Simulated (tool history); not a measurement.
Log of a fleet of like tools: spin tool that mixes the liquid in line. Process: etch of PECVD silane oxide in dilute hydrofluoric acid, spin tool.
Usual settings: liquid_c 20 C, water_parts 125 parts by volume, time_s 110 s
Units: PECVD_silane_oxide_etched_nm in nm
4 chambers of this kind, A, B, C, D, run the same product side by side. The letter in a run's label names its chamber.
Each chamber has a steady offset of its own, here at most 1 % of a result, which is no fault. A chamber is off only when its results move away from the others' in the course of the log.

run	hour	liquid_c	water_parts	time_s	hours since the thermometer was replaced	hours since the hydrofluoric acid flow meter was replaced	read-back film thickness of the PECVD silane oxide reference wafer, read on the same gauge (nm)	PECVD_silane_oxide_etched_nm
# hour 4.4: chamber D: thermometer replaced
1C	10.3	20	125	110	459.2	661.8	50.029	21.648
2A	26.8	20	125	110	495.3	1265.8	49.990	21.299
3D	34.4	20	125	110	30.1	1786.7	49.990	21.235
4B	47.5	20	125	110	904.2	539.4	49.990	21.444
5A	61.6	20	125	110	530.1	1300.6	49.989	21.394
6B	73.7	20	125	90	930.4	565.6	50.007	17.398
# hour 86.5: chamber B: hydrofluoric acid flow meter replaced
7D	90.1	20	125	90	85.8	1842.4	50.057	17.492
# hour 101.9: chamber D: hydrofluoric acid flow meter replaced
8C	104.5	20	125	90	553.4	756.0	50.040	17.527
9D	121.1	20	125	90	116.8	19.3	50.010	17.456
10B	131.1	20	125	110	987.8	44.6	50.020	21.405
11A	147.2	20	125	110	615.7	1386.2	50.026	21.444
12C	162.7	20	125	60	611.6	814.2	49.998	11.880
13B	172.8	20	125	60	1029.5	86.3	49.990	11.651
14C	181.6	20	125	60	630.5	833.1	49.967	11.827
# hour 187.1: chamber B: thermometer replaced
15A	190.6	20	125	60	659.1	1429.6	50.000	11.618
16D	200.9	20	170	140	196.6	99.1	50.012	19.178
17A	210.1	20	170	140	678.6	1449.1	49.954	18.987
18B	224.1	20	170	140	37.0	137.6	49.971	18.994
19C	233.5	20	170	140	682.4	885.0	49.986	20.022
20D	240.9	20	125	110	236.6	139.1	49.990	21.255
21C	254.6	20	125	110	703.5	906.1	49.981	22.631
22D	263.1	20	125	110	258.8	161.3	50.020	21.434
# hour 269.6: chamber C: hydrofluoric acid flow meter replaced
23B	276.6	20	125	110	89.5	190.1	49.979	21.228
24A	292.1	20	125	110	760.6	1531.1	50.012	21.488
25C	301.4	20	125	110	750.3	31.9	50.007	22.758
26D	313.2	20	125	110	308.9	211.4	50.012	21.397
27B	326.1	20	125	110	139.0	239.6	50.016	21.347
28A	336.2	20	125	110	804.7	1575.2	50.010	21.300
29A	345.0	20	125	110	813.5	1584.0	49.990	21.444
30C	352.6	20	125	110	801.5	83.1	49.999	23.240

What goes on in this fleet: one chamber off, a drifting gauge, or nothing beyond the chambers' own small offsets? Name the chamber and the cause, if any.

Chamber C drifts away from the others.
Cause: liquid hotter than its thermometer reads (K) = 2.11.

Here are 4 candidates for chamber C's next run, each the usual settings with a change, their results left as question marks. Which one brings its results back in line with what the others give on the usual settings?
In line means no further than this from the other chambers' mean on the usual settings: PECVD_silane_oxide_etched_nm 0.480 nm
31C-1	364.4	20.0	130	105				?
31C-2	364.4	20.5	115	120				?
31C-3	364.4	19.5	145	110				?
31C-4	364.4	20.0	120	115				?

The other chambers' mean on the usual settings: PECVD_silane_oxide_etched_nm 21.368 nm
run	PECVD_silane_oxide_etched_nm
31C-1	21.388
31C-2	28.620
31C-3	19.406
31C-4	25.630
31C-1 brings the chamber back in line.

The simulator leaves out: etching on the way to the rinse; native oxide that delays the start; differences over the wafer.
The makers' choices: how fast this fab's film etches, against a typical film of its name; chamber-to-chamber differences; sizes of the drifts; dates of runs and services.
